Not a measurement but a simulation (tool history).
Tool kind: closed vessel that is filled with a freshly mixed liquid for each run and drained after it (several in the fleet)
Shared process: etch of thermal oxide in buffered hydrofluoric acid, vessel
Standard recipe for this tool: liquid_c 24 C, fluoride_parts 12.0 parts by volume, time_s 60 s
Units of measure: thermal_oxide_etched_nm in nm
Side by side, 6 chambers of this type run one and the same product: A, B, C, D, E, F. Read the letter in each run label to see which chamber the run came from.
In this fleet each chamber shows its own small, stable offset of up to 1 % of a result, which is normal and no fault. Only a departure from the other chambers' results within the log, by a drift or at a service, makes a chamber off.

run,hour,liquid_c,fluoride_parts,time_s,hours since the thermometer was replaced,hours since the hydrofluoric acid flow meter was replaced,"read-back film thickness of the thermal oxide reference wafer, read on the same gauge (nm)",thermal_oxide_etched_nm
1F,11.9,24,12.0,60,230.6,375.7,150.02,58.631
2D,20.1,24,12.0,60,961.6,218.5,150.01,58.202
3A,29.5,24,12.0,60,692.7,252.2,150.01,58.181
4B,35.7,24,12.0,60,727.5,103.4,150.03,59.058
5C,46.4,24,12.0,60,1338.4,448.4,150.00,58.490
6E,52.8,24,12.0,60,612.1,395.9,150.00,58.172
7A,65.2,24,12.0,60,728.4,287.9,149.98,57.982
8C,74.8,24,12.0,60,1366.8,476.8,150.01,58.354
9E,88.4,24,12.0,60,647.7,431.5,150.00,57.328
10F,101.8,24,12.0,60,320.5,465.6,150.00,58.940
11D,109.3,24,12.0,60,1050.8,307.7,150.00,56.829
12B,115.5,24,12.0,60,807.3,183.2,149.99,58.976
13D,125.6,28,12.0,80,1067.1,324.0,149.99,94.080
14B,138.6,28,12.0,80,830.4,206.3,149.99,95.722
15A,146.2,28,12.0,80,809.4,368.9,150.01,96.178
16C,159.4,28,12.0,80,1451.4,561.4,150.00,96.402
17F,167.7,28,12.0,80,386.4,531.5,150.02,95.686
18E,179.5,28,12.0,80,738.8,522.6,149.98,95.981
19D,190.2,24,12.0,60,1131.7,388.6,150.02,55.781
20B,203.9,24,12.0,60,895.7,271.6,149.98,57.771
21C,215.9,24,15.0,85,1507.9,617.9,150.00,66.414
22E,227.1,24,15.0,85,786.4,570.2,149.98,66.535
23F,237.8,24,15.0,85,456.5,601.6,149.98,65.413
24A,247.9,24,15.0,85,911.1,470.6,149.98,66.508
# hour 251.3: chamber A: thermometer replaced
25C,256.1,24,15.0,85,1548.1,658.1,149.99,67.475
26A,262.7,24,15.0,85,11.4,485.4,149.99,66.178
27E,272.3,24,14.5,60,831.6,615.4,149.99,48.437
28D,280.0,24,14.5,60,1221.5,478.4,150.02,45.379
29F,286.8,24,14.5,60,505.5,650.6,149.99,48.395
30B,292.8,24,14.5,60,984.6,360.5,150.01,47.990
31D,300.3,24,14.5,60,1241.8,498.7,150.03,45.522
# hour 302.9: chamber E: hydrofluoric acid flow meter replaced
32F,308.0,24,14.5,60,526.7,671.8,150.04,48.354
33C,319.3,24,12.0,60,1611.3,721.3,150.00,58.453
34B,325.6,24,12.0,60,1017.4,393.3,149.98,58.840
35A,332.5,24,12.0,60,81.2,555.2,150.01,58.626
36E,338.8,24,12.0,60,898.1,36.0,149.95,57.244
37E,348.7,24,12.0,60,908.0,45.9,149.95,58.473
38F,356.5,24,12.0,60,575.2,720.3,150.01,58.742
39B,366.7,24,12.0,60,1058.5,434.4,149.99,58.729
40A,378.1,24,12.0,60,126.8,600.8,149.98,58.035
41C,391.7,24,12.0,60,1683.7,793.7,150.00,58.218
42D,403.4,24,12.0,60,1344.9,601.8,150.03,52.219
43C,414.3,24,12.0,60,1706.3,816.3,149.96,58.413
44B,420.4,24,12.0,60,1112.2,488.1,150.03,58.412

Does one chamber stand apart from the rest, does the shared gauge drift, or is all well apart from small per-chamber offsets? Give the chamber and the most likely cause, where there is one.

Chamber D drifts away from the others.
Cause: liquid colder than its thermometer reads (K) = 1.82.
With only this log, it may be confused with: hydrofluoric acid flow below the setpoint (%).

Here are 4 candidates for chamber D's next run, each the usual settings with a change, their results left as question marks. Which one brings its results back in line with what the others give on the usual settings?
To be in line, a result may differ from the other chambers' mean on the usual settings by at most: thermal_oxide_etched_nm 1.600 nm
45D-1,430.2,20.5,12.0,60,,,,?
45D-2,430.2,23.5,13.0,60,,,,?
45D-3,430.2,25.0,12.0,70,,,,?
45D-4,430.2,24.0,11.5,65,,,,?

Other chambers, usual settings, mean: thermal_oxide_etched_nm 58.337 nm
run,thermal_oxide_etched_nm
45D-1,43.064
45D-2,46.984
45D-3,64.294
45D-4,58.952
With 45D-4, the chamber falls back in line with the rest.
